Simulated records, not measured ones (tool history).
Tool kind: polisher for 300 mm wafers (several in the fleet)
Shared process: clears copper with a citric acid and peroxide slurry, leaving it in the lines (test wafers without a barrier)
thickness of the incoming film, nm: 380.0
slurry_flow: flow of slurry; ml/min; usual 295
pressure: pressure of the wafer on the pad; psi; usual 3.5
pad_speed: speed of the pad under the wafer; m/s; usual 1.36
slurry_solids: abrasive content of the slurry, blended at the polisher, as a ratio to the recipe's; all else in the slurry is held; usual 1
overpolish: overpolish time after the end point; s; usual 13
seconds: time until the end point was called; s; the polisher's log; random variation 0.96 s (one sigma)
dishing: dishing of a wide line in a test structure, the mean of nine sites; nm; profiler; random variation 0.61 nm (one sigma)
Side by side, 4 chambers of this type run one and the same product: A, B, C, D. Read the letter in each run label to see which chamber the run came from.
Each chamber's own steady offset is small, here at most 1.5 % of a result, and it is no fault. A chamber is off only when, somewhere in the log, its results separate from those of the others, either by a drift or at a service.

run,hour,slurry_flow,pressure,pad_speed,slurry_solids,overpolish,wafers polished on this pad,hours since the slurry nozzle was cleaned,hours since the head pressure was calibrated,hours since the slurry blender was calibrated,seconds,dishing
1C,5.9,295,3.5,1.36,1,13,776,20.2,595.6,309,110.28,30.64
# hour 7.8: chamber B: worn pad replaced by a new one
2D,10.2,295,3.5,1.36,1,13,681,78.1,369.7,224.3,107.8,29.392
3B,16.2,295,3.5,1.36,1,13,93,139.9,490.5,264.7,108.37,30.472
# hour 17.6: chamber A: slurry nozzle cleaned
# hour 19.9: chamber D: worn pad replaced by a new one
4A,20.6,295,3.5,1.36,1,13,699,3.1,1239.2,49.8,108.82,29.376
5B,25.1,295,3.5,1.36,1,13,191,148.8,499.4,273.6,109.66,30.268
# hour 26.7: chamber C: worn pad replaced by a new one
6D,28.6,295,3.5,1.36,1,13,96,96.5,388.1,242.7,109.74,30.687
# hour 33: chamber C: slurry blender recalibrated
7C,34.2,295,3.5,1.36,1,16,83,48.5,623.9,1.3,111.8,35.007
# hour 36.4: chamber A: worn pad replaced by a new one
8A,37.7,295,3.5,1.36,1,16,14,20.2,1256.3,66.9,108.36,35.343
9B,43.4,295,3.5,1.36,1,16,392,167.1,517.7,291.9,108.81,34.694
10C,46.9,295,3.5,1.36,1,16,223,61.2,636.6,14,108.94,35.635
11A,54.3,295,3.5,1.36,1,13,197,36.8,1272.9,83.5,110.29,30.16
12D,59.5,295,3.5,1.72,1,13,436,127.4,419,273.6,84.798,35.882
13C,63.6,295,3.5,1.72,1,13,407,77.9,653.3,30.7,87.667,35.753
14D,71.4,295,3.5,1.72,1,13,568,139.3,430.9,285.5,86.285,35.798
# hour 72.9: chamber C: head pressure recalibrated
# hour 74.3: chamber B: worn pad replaced by a new one
15A,77.1,295,3.5,1.72,1,13,448,59.6,1295.7,106.3,87.635,36.054
16B,80.9,295,3.5,1.36,1,13,73,204.6,555.2,329.4,108.55,28.512
17C,86,295,3.5,1.36,1,13,653,100.3,13.1,53.1,124.85,26.026
18D,91.6,295,3.5,1.36,1,13,790,159.5,451.1,305.7,107.07,30.249
# hour 93.7: chamber D: slurry blender recalibrated
# hour 94.9: chamber D: worn pad replaced by a new one
19B,97.1,295,3.5,1.36,1,13,251,220.8,571.4,345.6,108.45,29.441
20A,102.5,225,2.7,1.36,1,13,728,85,1321.1,131.7,145.36,23.227
21B,107,225,2.7,1.36,1,13,360,230.7,581.3,355.5,146.56,23.536
22C,111.1,225,2.7,1.36,1,13,930,125.4,38.2,78.2,165.79,21.002
# hour 112.7: chamber A: worn pad replaced by a new one
23A,116.7,225,2.7,1.36,1,13,44,99.2,1335.3,145.9,146.26,23.538
24D,121.7,295,3.5,1.36,1,13,296,189.6,481.2,28.1,108.17,30.672
# hour 125.9: chamber A: head pressure recalibrated
25C,126.9,295,3.5,1.36,1,13,1104,141.2,54,94,123.7,27.25
# hour 128: chamber C: worn pad replaced by a new one
26A,131.1,340,3.5,1.36,1.2,13,203,113.6,5.3,160.3,105.65,31.259
27D,136.7,340,3.5,1.36,1.2,13,461,204.6,496.2,43.1,102.45,31.248
28B,143.4,340,3.5,1.36,1.2,13,761,267.1,617.7,391.9,103.09,31.317
# hour 150.1: chamber B: worn pad replaced by a new one
29C,150.8,340,3.5,1.36,1.2,13,251,165.1,77.9,117.9,116.38,28.637
30B,157.8,295,3.5,1.36,1,10,85,281.5,632.1,406.3,110.24,24.206
31A,164.6,295,3.5,1.36,1,10,572,147.1,38.8,193.8,109.57,24.075
# hour 168.3: chamber D: worn pad replaced by a new one
32D,168.6,295,3.5,1.36,1,10,3,236.5,528.1,75,107.93,23.505

The same settings go to every chamber for the next run, one line per chamber below. Forecast the results for each:
33A,174.2,295,3.5,1.36,1,16,,,,,?,?
33B,174.2,295,3.5,1.36,1,16,,,,,?,?
33C,174.2,295,3.5,1.36,1,16,,,,,?,?
33D,174.2,295,3.5,1.36,1,16,,,,,?,?

run,seconds,dishing
33A,111.63,35.786
33B,110.11,34.236
33C,124.65,31.534
33D,109.58,35.484

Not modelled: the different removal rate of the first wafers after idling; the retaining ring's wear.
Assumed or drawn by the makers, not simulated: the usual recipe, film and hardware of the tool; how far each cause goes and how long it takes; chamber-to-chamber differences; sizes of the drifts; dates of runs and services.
